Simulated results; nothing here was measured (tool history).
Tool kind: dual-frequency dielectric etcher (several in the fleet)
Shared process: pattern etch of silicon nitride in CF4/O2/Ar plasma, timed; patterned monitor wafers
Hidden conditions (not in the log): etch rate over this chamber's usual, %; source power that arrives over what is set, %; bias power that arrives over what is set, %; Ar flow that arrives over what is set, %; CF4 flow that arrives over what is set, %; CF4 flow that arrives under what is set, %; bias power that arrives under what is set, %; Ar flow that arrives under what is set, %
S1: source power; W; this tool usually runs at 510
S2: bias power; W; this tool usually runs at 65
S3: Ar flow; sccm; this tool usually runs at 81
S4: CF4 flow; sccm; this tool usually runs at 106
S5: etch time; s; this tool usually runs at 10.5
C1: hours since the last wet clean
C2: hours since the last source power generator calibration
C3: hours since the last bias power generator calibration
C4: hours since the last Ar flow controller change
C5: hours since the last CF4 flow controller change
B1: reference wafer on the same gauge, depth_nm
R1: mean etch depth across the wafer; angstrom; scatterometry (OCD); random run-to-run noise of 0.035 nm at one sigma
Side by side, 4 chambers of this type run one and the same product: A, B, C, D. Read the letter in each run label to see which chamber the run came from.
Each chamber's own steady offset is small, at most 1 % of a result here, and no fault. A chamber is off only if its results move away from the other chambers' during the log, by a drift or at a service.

run     day   S1  S2  S3   S4    S5     C1      C2      C3      C4      C5      B1      R1
 1D   0.508  510  65  81  106  10.5  486.2   310.8  1219.1   909.8  1445.8   25.19  231.02
 2A     0.8  510  65  81  106  10.5  292.6  1394.2    26.8  1482.9  2488.3  25.188  231.89
 3C   1.233  510  65  81  106  10.5  234.8   743.6  1963.2    3435   508.8  25.173  231.99
 4B   1.529  510  65  81  106  10.5    256  1250.5   593.5  1512.5  5390.1  25.193  231.39
 5D   1.788  510  65  81  106  10.5  516.9   341.5  1249.8   940.5  1476.5  25.178  230.35
 6C   2.288  510  65  64  126  10.5  260.1   768.9  1988.5  3460.3   534.1  25.177  241.09
 7B   2.562  510  65  64  126  10.5  280.8  1275.3   618.3  1537.3  5414.9  25.172  240.52
 8A   2.967  510  65  64  126  10.5  344.6  1446.2    78.8  1534.9  2540.3  25.167  239.62
      3.246  -- chamber D: wet clean of the chamber
 9B   3.354  510  65  64  126  10.5  299.8  1294.3   637.3  1556.3  5433.9  25.163  240.46
10D   3.867  510  65  81  106  10.5   14.9   391.4  1299.7   990.4  1526.4  25.148  230.51
11C   4.283  510  65  81  106  10.5    308   816.8  2036.4  3508.2     582  25.144  232.17
12A     4.7  510  65  62  106  10.5  386.2  1487.8   120.4  1576.5  2581.9  25.149  236.86
13C   5.025  510  65  62  106  10.5  325.8   834.6  2054.2    3526   599.8  25.136  238.04
      5.333  -- chamber D: CF4 flow controller replaced
      5.396  -- chamber B: wet clean of the chamber
14A   5.458  510  65  62  106  10.5  404.4    1506   138.6  1594.7  2600.1  25.131   237.3
15D   5.992  510  65  62  106  10.5   65.9   442.4  1350.7  1041.4    15.9  25.134  235.74
16B   6.258  510  65  91  106  12.5   20.7    1364     707    1626  5503.6  25.111  271.24
17C    6.55  510  65  91  106  12.5  362.4   871.2  2090.8  3562.6   636.4  25.116  273.05
18D   6.975  510  65  91  106  12.5   89.5     466  1374.3    1065    39.5  25.108  269.84
19A   7.442  510  65  91  106  12.5    452  1553.6   186.2  1642.3  2647.7  25.097  270.25
20B   7.792  510  65  81  106  10.5   57.5  1400.8   743.8  1662.8  5540.4  25.101  230.37
21D    8.05  510  65  81  106  10.5  115.3   491.8  1400.1  1090.8    65.3  25.104  229.48
22A   8.417  510  65  81  106  10.5  475.4    1577   209.6  1665.7  2671.1  25.098  230.43
23B   8.992  510  65  81  106  10.5   86.3  1429.6   772.6  1691.6  5569.2  25.076   230.5
24C   9.558  510  65  81  106  10.5  434.6   943.4    2163  3634.8   708.6  25.083  231.38
25B   9.967  510  65  81  106  10.5  109.7    1453     796    1715  5592.6  25.075  230.83
26A  10.271  510  65  81  106  10.5  519.9  1621.5   254.1  1710.2  2715.6  25.066  230.66
27C  10.767  510  65  81  106  10.5  463.6   972.4    2192  3663.8   737.6  25.065  231.24
28D  11.083  510  65  81  106  10.5  188.1   564.6  1472.9  1163.6   138.1  25.062  228.82
29C  11.458  510  65  81  106  10.5  480.2     989  2208.6  3680.4   754.2  25.056     231
30A  11.754  510  65  81  106  10.5  555.5  1657.1   289.7  1745.8  2751.2  25.055  230.77
31B  12.179  510  65  81  106  10.5  162.8  1506.1   849.1  1768.1  5645.7  25.056   230.1

All chambers now run identical settings, listed one chamber a line with results as question marks. What results will each chamber show?
32A  12.592  510  65  81  106  12                           ?
32B  12.592  510  65  81  106  12                           ?
32C  12.592  510  65  81  106  12                           ?
32D  12.592  510  65  81  106  12                           ?

run      R1
32A  263.33
32B  263.07
32C  263.97
32D  261.77
